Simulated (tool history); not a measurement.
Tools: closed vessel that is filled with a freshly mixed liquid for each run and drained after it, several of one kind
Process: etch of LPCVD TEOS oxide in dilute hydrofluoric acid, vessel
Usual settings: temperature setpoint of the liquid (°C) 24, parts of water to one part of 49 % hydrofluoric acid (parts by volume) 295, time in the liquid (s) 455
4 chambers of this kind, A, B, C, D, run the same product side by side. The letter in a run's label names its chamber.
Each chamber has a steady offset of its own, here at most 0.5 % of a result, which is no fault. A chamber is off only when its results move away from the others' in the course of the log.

| run | day | temperature setpoint of the liquid (°C) | parts of water to one part of 49 % hydrofluoric acid (parts by volume) | time in the liquid (s) | hours since the thermometer was replaced | hours since the hydrofluoric acid flow meter was replaced | read-back film thickness of the LPCVD TEOS oxide reference wafer, read on the same gauge (nm) | thickness taken off the LPCVD TEOS oxide on a monitor wafer (nm) |
|---|---|---|---|---|---|---|---|---|
| 1B | 0.529 | 24 | 295 | 455 | 1110.2 | 56.1 | 100.01 | 25.807 |
| 2A | 0.871 | 24 | 295 | 455 | 983.3 | 542.2 | 100.02 | 25.5 |
| 3C | 1.433 | 24 | 295 | 455 | 638.1 | 615.5 | 100 | 25.912 |
| 4D | 1.95 | 24 | 295 | 455 | 1970.5 | 69.3 | 100 | 25.577 |
| 5C | 2.35 | 24 | 295 | 455 | 660.1 | 637.5 | 100 | 25.711 |
| 6B | 2.942 | 24 | 295 | 455 | 1168.1 | 114 | 99.999 | 25.678 |
| 7D | 3.433 | 26 | 295 | 455 | 2006.1 | 104.9 | 100.02 | 27.555 |
| 8A | 3.708 | 26 | 295 | 455 | 1051.4 | 610.3 | 99.964 | 27.268 |
| 9B | 4.175 | 26 | 295 | 455 | 1197.7 | 143.6 | 100.02 | 27.322 |
| 10D | 4.688 | 26 | 295 | 455 | 2036.2 | 135 | 99.99 | 27.492 |
| 11A | 5.162 | 24 | 295 | 455 | 1086.3 | 645.2 | 100.02 | 25.275 |
| 12C | 5.633 | 24 | 295 | 455 | 738.9 | 716.3 | 100.02 | 25.918 |
| 13D | 6.117 | 24 | 295 | 455 | 2070.5 | 169.3 | 100.03 | 25.511 |
| 14C | 6.483 | 24 | 295 | 455 | 759.3 | 736.7 | 100.01 | 25.707 |
| 15B | 6.979 | 24 | 295 | 455 | 1265 | 210.9 | 99.999 | 25.891 |
| 16A | 7.571 | 24 | 295 | 455 | 1144.1 | 703 | 99.996 | 25.109 |
| 17C | 8.075 | 24 | 295 | 455 | 797.5 | 774.9 | 99.964 | 25.98 |
| 18A | 8.417 | 24 | 360 | 455 | 1164.4 | 723.3 | 100 | 19.241 |
| 19D | 8.875 | 24 | 360 | 455 | 2136.7 | 235.5 | 99.985 | 19.535 |
| 20B | 9.229 | 24 | 360 | 455 | 1319 | 264.9 | 99.979 | 19.721 |
| 21B | 9.638 | 24 | 360 | 455 | 1328.8 | 274.7 | 100.02 | 20.003 |
| 22A | 9.896 | 24 | 295 | 455 | 1199.9 | 758.8 | 100.02 | 24.847 |
| 23D | 10.242 | 24 | 295 | 455 | 2169.5 | 268.3 | 99.982 | 25.601 |
| 24C | 10.533 | 24 | 295 | 455 | 856.5 | 833.9 | 100.02 | 26.05 |
| 25C | 11.046 | 24 | 295 | 455 | 868.8 | 846.2 | 99.976 | 25.799 |
| 26A | 11.583 | 24 | 295 | 455 | 1240.4 | 799.3 | 100.04 | 24.472 |
| 27D | 12.175 | 24 | 295 | 455 | 2215.9 | 314.7 | 100.03 | 25.434 |
| 28B | 12.446 | 24 | 295 | 455 | 1396.2 | 342.1 | 100.03 | 25.706 |
| 29B | 12.788 | 24 | 295 | 455 | 1404.4 | 350.3 | 99.997 | 25.676 |
| 30D | 13.046 | 24 | 295 | 455 | 2236.8 | 335.6 | 100 | 25.736 |
| 31C | 13.579 | 24 | 295 | 455 | 929.6 | 907 | 99.989 | 25.896 |
| 32A | 13.85 | 26 | 295 | 455 | 1294.8 | 853.7 | 100.03 | 26.013 |
| 33D | 14.212 | 26 | 295 | 455 | 2264.8 | 363.6 | 100.01 | 27.315 |
| 34C | 14.779 | 26 | 295 | 455 | 958.4 | 935.8 | 99.977 | 27.68 |
| 35A | 15.379 | 26 | 295 | 455 | 1331.5 | 890.4 | 100.01 | 25.72 |
| 36B | 15.738 | 24 | 295 | 455 | 1475.2 | 421.1 | 100 | 26.062 |
| 37D | 16.171 | 20.5 | 295 | 290 | 2311.8 | 410.6 | 100.02 | 14.338 |
| 38B | 16.458 | 20.5 | 295 | 290 | 1492.5 | 438.4 | 100.01 | 14.452 |
| 39C | 16.938 | 20.5 | 295 | 290 | 1010.2 | 987.6 | 99.992 | 14.496 |
| 40A | 17.488 | 20.5 | 295 | 290 | 1382.1 | 941 | 99.999 | 13.588 |
| 41D | 17.929 | 24 | 295 | 455 | 2354 | 452.8 | 100.02 | 25.586 |

Is one chamber off against the others, does the gauge drift, or is nothing wrong? If a chamber is off, say which, and what the likeliest cause is.

Chamber A drifts away from the others.
Cause: hydrofluoric acid flow below the setpoint (%) = 5.19.
The log may not tell that from: liquid colder than its thermometer reads (K).

Here are 4 candidates for chamber A's next run, each the usual settings with a change, their results left as question marks. Which one brings its results back in line with what the others give on the usual settings?
In line means no further than this from the other chambers' mean on the usual settings: thickness taken off the LPCVD TEOS oxide on a monitor wafer (nm) 0.43
| 42A-1 | 18.362 | 24 | 295 | 490 |  |  |  | ? |
| 42A-2 | 18.362 | 24 | 295 | 440 |  |  |  | ? |
| 42A-3 | 18.362 | 24 | 305 | 440 |  |  |  | ? |
| 42A-4 | 18.362 | 24 | 290 | 460 |  |  |  | ? |

The other chambers' mean on the usual settings: thickness taken off the LPCVD TEOS oxide on a monitor wafer (nm) 25.731
| run | thickness taken off the LPCVD TEOS oxide on a monitor wafer (nm) |
|---|---|
| 42A-1 | 25.754 |
| 42A-2 | 23.126 |
| 42A-3 | 22.149 |
| 42A-4 | 24.716 |
42A-1 brings the chamber back in line.

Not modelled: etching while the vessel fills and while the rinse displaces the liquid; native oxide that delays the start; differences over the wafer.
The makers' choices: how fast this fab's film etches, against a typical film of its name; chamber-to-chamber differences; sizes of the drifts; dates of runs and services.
